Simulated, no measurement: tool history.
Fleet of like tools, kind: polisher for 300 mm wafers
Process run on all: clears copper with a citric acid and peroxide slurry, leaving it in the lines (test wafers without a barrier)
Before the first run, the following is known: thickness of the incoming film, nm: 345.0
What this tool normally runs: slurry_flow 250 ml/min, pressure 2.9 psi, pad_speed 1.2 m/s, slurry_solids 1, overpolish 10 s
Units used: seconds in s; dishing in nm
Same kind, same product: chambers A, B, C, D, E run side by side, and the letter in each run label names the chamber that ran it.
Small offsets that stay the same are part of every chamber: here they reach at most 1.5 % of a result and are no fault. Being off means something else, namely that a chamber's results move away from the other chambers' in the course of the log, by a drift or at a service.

run	day	slurry_flow	pressure	pad_speed	slurry_solids	overpolish	wafers polished on this pad	hours since the slurry nozzle was cleaned	hours since the head pressure was calibrated	hours since the slurry blender was calibrated	seconds	dishing
1A	0.154	250	2.9	1.2	1	10	652	457	949.2	59	142.11	17.97
2D	0.238	250	2.9	1.2	1	10	313	135.9	647.5	355.4	146.06	17.778
3E	0.417	250	2.9	1.2	1	10	282	178.6	333.4	51.5	147.34	17.55
# day 0.45: chamber C: head pressure recalibrated
4B	0.571	250	2.9	1.2	1	10	203	53.1	752.8	62.8	140.63	17.848
5C	0.754	250	2.3	1.2	1.15	10	347	259.1	7.3	173.2	173.91	15.168
# day 0.821: chamber C: slurry nozzle cleaned
6D	0.858	250	2.3	1.2	1.15	10	437	150.8	662.4	370.3	174.58	14.91
7C	0.967	250	2.3	1.2	1.15	10	390	3.6	12.4	178.3	173.74	15.071
8E	1.117	250	2.3	1.2	1.15	10	422	195.4	350.2	68.3	173.28	14.784
9A	1.267	250	2.3	1.2	1.15	10	874	483.7	975.9	85.7	174.75	14.659
10B	1.388	250	2.9	1.2	1	10	366	72.7	772.4	82.4	140.61	17.369
11C	1.512	250	2.9	1.5	1.2	10	499	16.7	25.5	191.4	115.37	22.439
12A	1.633	250	2.9	1.5	1.2	10	947	492.5	984.7	94.5	110.7	22.588
13B	1.721	250	2.9	1.5	1.2	10	433	80.7	780.4	90.4	109.53	22.886
# day 1.762: chamber B: slurry blender recalibrated
# day 1.804: chamber A: worn pad replaced by a new one
14D	1.821	250	2.9	1.5	1.2	10	629	173.9	685.5	393.4	112.23	23.742
15E	1.958	250	2.9	1.5	1.2	10	590	215.6	370.4	88.5	111.13	23.342
16C	2.071	250	2.9	1.2	1	10	610	30.1	38.9	204.8	148.34	17.477
17A	2.192	250	2.9	1.2	1	10	77	505.9	998.1	107.9	145.57	18.186
# day 2.267: chamber D: worn pad replaced by a new one
18E	2.338	250	2.9	1.2	1	10	666	224.7	379.5	97.6	144.84	17.51
19D	2.425	250	2.9	1.2	1	10	31	188.4	700	407.9	142.67	17.602
20B	2.546	250	2.9	1.2	1	10	598	100.5	800.2	18.9	139.97	18.067
21A	2.642	250	2.9	1.2	1	10	167	516.7	1008.9	118.7	149.56	17.514
# day 2.654: chamber A: slurry blender recalibrated
22B	2.738	250	2.9	1.2	1	10	636	105.1	804.8	23.5	144.34	17.881
23C	2.867	250	2.9	1.2	1	10	769	49.2	58	223.9	143.97	17.805
# day 2.904: chamber E: worn pad replaced by a new one
# day 2.912: chamber C: slurry blender recalibrated
24E	3.046	250	2.9	1.2	1	10	29	241.7	396.5	114.6	141.77	17.804
25D	3.146	250	2.9	1.2	1	10	175	205.7	717.3	425.2	147.01	17.877
26B	3.225	250	2.9	1.2	1	10	733	116.8	816.5	35.2	140.88	17.41
27D	3.404	250	2.9	1.2	1	10	227	211.9	723.5	431.4	144.04	18.408
# day 3.558: chamber E: slurry blender recalibrated
28E	3.571	250	2.9	1.2	1	10	133	254.3	409.1	0.3	142.91	17.786
# day 3.671: chamber B: worn pad replaced by a new one
29A	3.742	250	2.9	1.2	1	10	387	543.1	1035.3	26.2	153.76	16.668
30C	3.875	250	2.9	1.2	1	10	971	73.4	82.2	23.1	144.71	17.506
31C	3.971	250	2.9	1.2	1	10	990	75.7	84.5	25.4	145.42	18.153
32E	4.108	250	2.9	1.2	1	10	241	267.2	422	13.2	142.44	16.906
33B	4.279	250	2.9	1.2	1	10	121	142.1	841.8	60.5	142.67	17.874
34D	4.429	250	2.9	1.52	1	10	432	236.5	748.1	456	114.97	22.317
# day 4.462: chamber E: slurry nozzle cleaned
35A	4.608	250	2.9	1.52	1	10	560	563.9	1056.1	47	123.64	20.208
36D	4.733	250	2.9	1.52	1	10	492	243.8	755.4	463.3	111.29	22.34
37C	4.908	250	2.9	1.52	1	10	1177	98.2	107	47.9	115.28	22.742
38E	5.083	250	2.9	1.52	1	10	436	14.9	445.4	36.6	115.59	21.925
39A	5.225	250	2.9	1.2	1	10	683	578.7	1070.9	61.8	161.77	16.171
40B	5.35	250	2.9	1.2	1	10	335	167.8	867.5	86.2	139.13	17.446
41A	5.479	250	3.6	1.2	1	10	734	584.8	1077	67.9	129.22	20.113

All chambers now run identical settings, listed one chamber a line with results as question marks. What results will each chamber show?
42A	5.608	250	3.2	1.2	1	10					?	?
42B	5.608	250	3.2	1.2	1	10					?	?
42C	5.608	250	3.2	1.2	1	10					?	?
42D	5.608	250	3.2	1.2	1	10					?	?
42E	5.608	250	3.2	1.2	1	10					?	?

run	seconds	dishing
42A	147.02	17.485
42B	129.49	19.508
42C	135.52	19.689
42D	130.55	19.877
42E	131.72	19.545

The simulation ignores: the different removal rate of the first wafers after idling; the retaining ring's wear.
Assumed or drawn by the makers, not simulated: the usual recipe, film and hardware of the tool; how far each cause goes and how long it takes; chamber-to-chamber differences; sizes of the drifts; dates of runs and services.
